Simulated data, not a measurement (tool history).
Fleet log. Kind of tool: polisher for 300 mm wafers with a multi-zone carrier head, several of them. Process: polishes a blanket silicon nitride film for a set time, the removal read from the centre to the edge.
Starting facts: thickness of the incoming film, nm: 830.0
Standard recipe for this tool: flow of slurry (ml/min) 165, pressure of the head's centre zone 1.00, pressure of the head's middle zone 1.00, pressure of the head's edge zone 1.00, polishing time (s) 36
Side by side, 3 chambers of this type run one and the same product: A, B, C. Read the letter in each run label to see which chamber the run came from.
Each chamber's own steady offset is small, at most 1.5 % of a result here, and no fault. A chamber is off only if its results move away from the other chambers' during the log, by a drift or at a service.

run,hour,flow of slurry (ml/min),pressure of the head's centre zone,pressure of the head's middle zone,pressure of the head's edge zone,polishing time (s),film removed at the wafer's centre (nm),film removed at mid-radius (nm),film removed at the wafer's edge (nm)
# hour 1.9: chamber A: edge zone pressure recalibrated
1B,4.9,165,1.00,1.00,1.00,36,82.257,82.654,83.647
2C,10.1,165,1.00,1.00,1.00,36,81.094,83.867,83.463
3A,14.6,165,1.00,1.00,1.00,36,84.459,84.249,81.904
# hour 19.2: chamber B: worn pad replaced by a new one
4C,19.8,165,1.00,1.00,1.00,36,84.139,83.648,83.423
5B,24.0,165,1.00,1.00,1.00,36,82.139,83.227,82.115
6A,26.5,165,1.00,1.00,1.00,36,84.974,83.106,83.765
7C,31.7,115,1.00,1.00,0.96,36,76.874,77.863,77.069
8B,36.3,115,1.00,1.00,0.96,36,75.691,77.819,76.357
# hour 40.5: chamber B: slurry nozzle cleaned
# hour 41.7: chamber A: worn pad replaced by a new one
9A,42.2,115,1.00,1.00,0.96,36,78.131,76.484,78.071
# hour 46.2: chamber C: worn pad replaced by a new one
10A,47.8,165,1.00,1.00,1.00,36,85.052,82.696,83.335
11C,50.6,165,1.00,1.00,1.00,36,82.455,82.410,83.500
12B,53.2,165,1.00,1.00,1.00,28,64.139,64.589,64.313
13C,57.0,165,1.00,1.00,1.00,28,66.516,64.967,65.831
14A,62.4,165,1.00,1.00,1.00,28,67.464,65.252,64.810
15B,67.0,165,1.00,1.00,1.00,36,81.045,83.218,83.582
16C,69.8,165,1.00,1.00,1.00,36,85.334,83.449,83.841
# hour 73.8: chamber A: slurry nozzle cleaned
17A,75.4,165,1.00,1.00,1.00,36,82.501,83.066,82.652
18B,80.1,165,1.00,1.00,1.00,36,84.470,82.425,83.632
19A,85.7,165,1.00,1.00,1.00,36,84.156,83.175,83.117
20B,89.6,165,1.00,1.00,1.00,42,95.506,96.048,95.294
21C,93.5,165,1.00,1.00,1.00,42,97.072,97.187,97.080
22C,98.3,165,1.00,1.00,1.00,42,97.053,97.578,96.787
23A,102.7,165,1.00,1.00,1.00,36,84.549,84.578,83.184
24B,107.6,165,0.93,1.07,1.00,36,75.240,89.070,83.119
25C,111.5,165,0.93,1.07,1.00,36,77.770,89.410,84.372
# hour 112.7: chamber C: worn pad replaced by a new one
26B,115.7,165,0.93,1.07,1.00,36,78.373,89.325,83.296
27A,119.7,165,1.00,1.00,1.00,36,84.296,83.307,83.223
28C,124.7,165,1.00,1.00,1.00,36,84.349,82.886,84.484
29A,130.5,165,1.00,1.00,1.00,36,84.973,83.321,84.253
# hour 133.4: chamber A: worn pad replaced by a new one
30B,134.2,165,1.00,1.04,0.94,36,82.322,85.756,80.157
31C,138.7,165,1.00,1.04,0.94,36,81.892,87.029,81.651
32A,142.5,165,1.00,1.04,0.94,36,83.524,86.134,80.934
33B,148.3,165,1.00,1.00,1.00,36,84.330,82.515,82.129
34B,152.0,165,1.00,1.00,1.00,36,82.637,83.438,82.147
35A,156.9,165,1.00,1.00,1.00,36,86.965,83.701,84.442
36C,162.4,165,1.00,1.00,1.00,36,84.765,84.162,84.801
37B,166.1,165,1.00,1.00,1.00,36,83.631,82.964,81.499
38A,170.6,165,1.00,1.00,1.00,42,97.617,97.736,97.410
# hour 175.4: chamber C: slurry nozzle cleaned
39C,175.5,165,1.00,1.00,1.00,42,99.023,98.274,98.033

The same settings go to every chamber for the next run, one line per chamber below. Forecast the results for each:
40A,179.7,165,1.00,1.00,1.00,36,?,?,?
40B,179.7,165,1.00,1.00,1.00,36,?,?,?
40C,179.7,165,1.00,1.00,1.00,36,?,?,?

run,film removed at the wafer's centre (nm),film removed at mid-radius (nm),film removed at the wafer's edge (nm)
40A,84.060,84.062,83.905
40B,82.518,83.636,82.606
40C,82.407,84.067,83.291
